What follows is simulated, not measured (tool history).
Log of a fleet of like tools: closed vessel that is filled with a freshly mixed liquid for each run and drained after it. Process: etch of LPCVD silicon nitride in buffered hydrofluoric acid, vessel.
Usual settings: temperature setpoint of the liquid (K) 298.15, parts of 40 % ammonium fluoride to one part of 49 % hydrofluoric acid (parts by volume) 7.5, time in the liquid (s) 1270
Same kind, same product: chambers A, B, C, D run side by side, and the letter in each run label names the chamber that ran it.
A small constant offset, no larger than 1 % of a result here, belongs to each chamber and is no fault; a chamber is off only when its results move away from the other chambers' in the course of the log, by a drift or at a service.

run   hour  temperature setpoint of the liquid (K)  parts of 40 % ammonium fluoride to one part of 49 % hydrofluoric acid (parts by volume)  time in the liquid (s)  read-back film thickness of the LPCVD silicon nitride reference wafer, read on the same gauge (nm)  thickness taken off the LPCVD silicon nitride on a monitor wafer (nm)
 1D   10.8                                  298.15                                                                                      7.5                    1270                                                                                              29.976                                                                 23.799
      13.0  -- chamber C: thermometer replaced
 2C   24.3                                  298.15                                                                                      7.5                    1270                                                                                              30.013                                                                 23.785
 3A   32.7                                  298.15                                                                                      7.5                    1270                                                                                              30.053                                                                 23.243
 4B   42.2                                  298.15                                                                                      7.5                    1270                                                                                              29.992                                                                 23.670
 5C   50.2                                  298.15                                                                                      7.5                    1270                                                                                              29.980                                                                 23.421
 6B   58.1                                  298.15                                                                                      7.5                    1270                                                                                              30.013                                                                 23.401
 7A   68.8                                  298.15                                                                                      7.5                    1270                                                                                              29.966                                                                 23.682
 8D   82.3                                  298.15                                                                                      7.5                    1270                                                                                              29.998                                                                 23.674
 9D   93.7                                  298.15                                                                                      7.5                    1270                                                                                              30.035                                                                 23.667
10C  106.3                                  298.15                                                                                      7.5                    1270                                                                                              30.000                                                                 23.628
11B  116.2                                  298.15                                                                                      7.5                    1270                                                                                              30.001                                                                 23.528
12A  123.7                                  298.15                                                                                      7.5                    1270                                                                                              29.974                                                                 23.449
13C  130.7                                  298.15                                                                                      7.5                    1005                                                                                              30.004                                                                 18.868
14B  142.3                                  298.15                                                                                      7.5                    1005                                                                                              29.993                                                                 18.656
15D  150.0                                  298.15                                                                                      7.5                    1005                                                                                              30.036                                                                 18.633
16A  160.1                                  298.15                                                                                      7.5                    1005                                                                                              30.039                                                                 18.459
17C  170.0                                  298.15                                                                                      7.5                    1270                                                                                              29.987                                                                 23.354
18A  183.6                                  298.15                                                                                      7.5                    1270                                                                                              29.982                                                                 23.393
19B  196.4                                  298.15                                                                                      7.5                    1270                                                                                              30.022                                                                 23.496
20D  210.0                                  298.15                                                                                      7.5                    1270                                                                                              30.022                                                                 24.117
21B  218.5                                  298.15                                                                                      7.5                    1270                                                                                              29.999                                                                 23.365
22A  225.1                                  298.15                                                                                      7.5                    1270                                                                                              30.032                                                                 23.384
23C  238.2                                  298.15                                                                                      7.5                    1270                                                                                              30.004                                                                 23.627
24D  250.3                                  298.15                                                                                      7.5                    1270                                                                                              30.031                                                                 23.407
25D  259.5                                  298.15                                                                                      7.5                    1270                                                                                              29.982                                                                 23.578
26A  270.0                                  302.15                                                                                      7.5                    1675                                                                                              30.016                                                                 38.373
27C  281.0                                  302.15                                                                                      7.5                    1675                                                                                              29.989                                                                 38.732
28B  293.8                                  302.15                                                                                      7.5                    1675                                                                                              29.963                                                                 38.041
29A  305.4                                  302.15                                                                                      7.5                    1675                                                                                              29.941                                                                 38.689
30B  318.9                                  298.15                                                                                      7.5                    1270                                                                                              30.006                                                                 23.245
31D  332.8                                  298.15                                                                                      7.5                    1270                                                                                              29.965                                                                 23.637
32C  344.2                                  298.15                                                                                      7.5                    1270                                                                                              29.993                                                                 23.703
33B  358.2                                  298.15                                                                                      7.5                    1270                                                                                              30.002                                                                 23.513
34D  367.0                                  298.15                                                                                      7.5                    1270                                                                                              29.982                                                                 23.852

Does one chamber stand apart from the rest, does the shared gauge drift, or is all well apart from small per-chamber offsets? Give the chamber and the most likely cause, where there is one.

Neither any chamber nor the gauge drifts; the chambers differ only by their own small, steady offsets.

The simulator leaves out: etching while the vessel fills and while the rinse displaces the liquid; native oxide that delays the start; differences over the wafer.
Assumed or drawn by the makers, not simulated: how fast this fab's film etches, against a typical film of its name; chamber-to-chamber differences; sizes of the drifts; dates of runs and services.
